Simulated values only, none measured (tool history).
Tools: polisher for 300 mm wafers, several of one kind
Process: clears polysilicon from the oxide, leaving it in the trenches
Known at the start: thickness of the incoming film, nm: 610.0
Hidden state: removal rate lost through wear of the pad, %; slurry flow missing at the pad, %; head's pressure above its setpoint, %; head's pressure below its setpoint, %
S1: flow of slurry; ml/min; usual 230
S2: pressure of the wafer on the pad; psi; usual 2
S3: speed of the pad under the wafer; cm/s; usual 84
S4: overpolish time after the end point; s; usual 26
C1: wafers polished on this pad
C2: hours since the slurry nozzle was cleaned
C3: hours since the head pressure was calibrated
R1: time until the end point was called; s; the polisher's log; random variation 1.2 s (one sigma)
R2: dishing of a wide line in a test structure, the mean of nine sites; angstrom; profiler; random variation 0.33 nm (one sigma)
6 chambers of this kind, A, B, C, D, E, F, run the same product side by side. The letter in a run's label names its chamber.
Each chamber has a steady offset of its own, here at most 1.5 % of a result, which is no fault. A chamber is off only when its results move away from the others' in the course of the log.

run	hour	S1	S2	S3	S4	C1	C2	C3	R1	R2
# hour 3.3: chamber D: worn pad replaced by a new one
1A	7.5	230	2	84	26	584	460.2	645.7	82.169	317.11
2C	17.4	230	2	84	26	362	297.6	1076.8	78.123	313.04
3B	23.4	230	2	84	26	402	153.2	721.8	79.015	315.46
# hour 27.7: chamber C: head pressure recalibrated
4E	36	230	2	84	26	968	251.7	300.2	81.505	309.87
# hour 36.5: chamber E: worn pad replaced by a new one
# hour 40.9: chamber C: worn pad replaced by a new one
5F	46	230	2	84	26	860	118.5	176.9	78.966	319.46
6D	51.4	230	2	84	26	430	445.1	833.1	78.128	312
# hour 55.1: chamber F: worn pad replaced by a new one
# hour 60.9: chamber A: worn pad replaced by a new one
7B	61.6	230	2	84	26	744	191.4	760	77.655	315.42
8C	70.7	230	2	84	26	267	350.9	43	78.781	308.21
9A	80.8	230	2	60	15	178	533.5	719	115.4	291.17
# hour 86.1: chamber C: slurry nozzle cleaned
# hour 86.9: chamber A: head pressure recalibrated
10D	90	230	2	60	15	776	483.7	871.7	111.58	285.6
# hour 94.3: chamber B: worn pad replaced by a new one
11F	101.4	230	2	60	15	414	173.9	232.3	109.63	290.4
# hour 108: chamber C: worn pad replaced by a new one
12E	110.6	230	2	60	15	663	326.3	374.8	112.81	284.17
# hour 113.2: chamber D: worn pad replaced by a new one
# hour 118.1: chamber E: slurry nozzle cleaned
13F	122.8	230	2	60	15	606	195.3	253.7	109.71	295.18
14A	131.3	230	2	60	15	630	584	44.4	114.38	287.9
# hour 131.4: chamber E: worn pad replaced by a new one
15D	143.1	230	2	84	26	268	536.8	924.8	79.274	309.66
# hour 148.9: chamber F: worn pad replaced by a new one
16B	150.4	230	2	84	26	502	280.2	848.8	80.337	313.38
17E	160.6	230	2	84	26	261	42.5	424.8	78.901	312.87
# hour 167.3: chamber D: head pressure recalibrated
# hour 171.2: chamber A: worn pad replaced by a new one
18C	171.8	230	2	84	26	571	85.7	144.1	79.382	310.27
# hour 174.9: chamber C: worn pad replaced by a new one
19E	184.3	230	2	84	26	474	66.2	448.5	80.116	310.83
20F	196.8	230	2	84	26	429	269.3	327.7	80.032	315.34
21B	207.9	205	2	84	37	1017	337.7	906.3	79.595	312.53
# hour 211.4: chamber D: slurry nozzle cleaned
22D	216.3	205	2	84	37	923	4.9	49.1	74.01	311.95
# hour 216.9: chamber D: worn pad replaced by a new one
# hour 222.8: chamber A: slurry nozzle cleaned
23C	225.7	205	2	84	37	455	139.6	198	80.039	309.96
# hour 225.9: chamber E: worn pad replaced by a new one
# hour 227.7: chamber B: worn pad replaced by a new one
24A	233.9	205	2	84	37	561	11.1	147	82.784	310.53
# hour 241.1: chamber F: worn pad replaced by a new one
# hour 241.3: chamber C: worn pad replaced by a new one
25D	246.3	205	2	84	37	263	34.9	79.1	72.002	312.57
26A	251.8	205	2	84	37	721	29	164.9	80.959	320.62
27F	258.8	230	1.7	70	26	158	331.3	389.7	113.74	309.72
28E	264.5	230	1.7	70	26	346	146.4	528.7	111.99	305.18
29B	270	230	1.7	70	26	379	399.8	968.4	114.46	311.99
# hour 271.7: chamber F: slurry nozzle cleaned
# hour 272.1: chamber A: worn pad replaced by a new one
30C	277.2	230	1.7	70	26	321	191.1	249.5	114.22	308.83
31B	284.9	230	1.7	70	26	512	414.7	983.3	113.11	309.54
# hour 290.5: chamber F: head pressure recalibrated
32E	292.1	230	1.7	70	26	593	174	556.3	113.66	310.56
33F	300.2	230	2	84	26	529	28.6	9.8	79.334	317.28
# hour 311.1: chamber D: worn pad replaced by a new one
34A	312.5	230	2	84	26	361	89.7	225.6	77.877	312.92
# hour 315.5: chamber C: worn pad replaced by a new one
35D	324.1	230	2	84	26	117	112.7	156.9	70.55	307.33
36C	333.9	230	2	84	26	165	247.8	306.2	78.662	312.57
# hour 336.7: chamber B: worn pad replaced by a new one
37D	346.5	230	2	68	32	317	135.1	179.3	89.658	311.71
38B	357.9	230	2	68	32	190	487.7	1056.3	97.694	318.43
39C	366.9	230	2	68	32	460	280.8	339.2	100.22	315.37
# hour 374.4: chamber A: worn pad replaced by a new one
40A	375.7	230	2	68	32	11	152.9	288.8	98.45	318.13

Is one chamber off against the others, does the gauge drift, or is nothing wrong? If a chamber is off, say which, and what the likeliest cause is.

A service left chamber D off against the others.
Cause: head's pressure above its setpoint, % = 9.38.

Here are 4 candidates for chamber D's next run, each the usual settings with a change, their results left as question marks. Which one brings its results back in line with what the others give on the usual settings?
In line means no further than this from the other chambers' mean on the usual settings: R1 4.2 s; R2 12 angstrom
41D-1	384.7	230	2.2	92	48				?	?
41D-2	384.7	230	2.1	88	48				?	?
41D-3	384.7	230	1.9	80	40				?	?
41D-4	384.7	225	1.8	76	48				?	?

The other chambers' mean on the usual settings: R1 79.728 s; R2 313.39 angstrom
run	R1	R2
41D-1	60.043	311.01
41D-2	65.724	311.01
41D-3	79.802	310.98
41D-4	88.825	311
41D-3 brings the chamber back in line.

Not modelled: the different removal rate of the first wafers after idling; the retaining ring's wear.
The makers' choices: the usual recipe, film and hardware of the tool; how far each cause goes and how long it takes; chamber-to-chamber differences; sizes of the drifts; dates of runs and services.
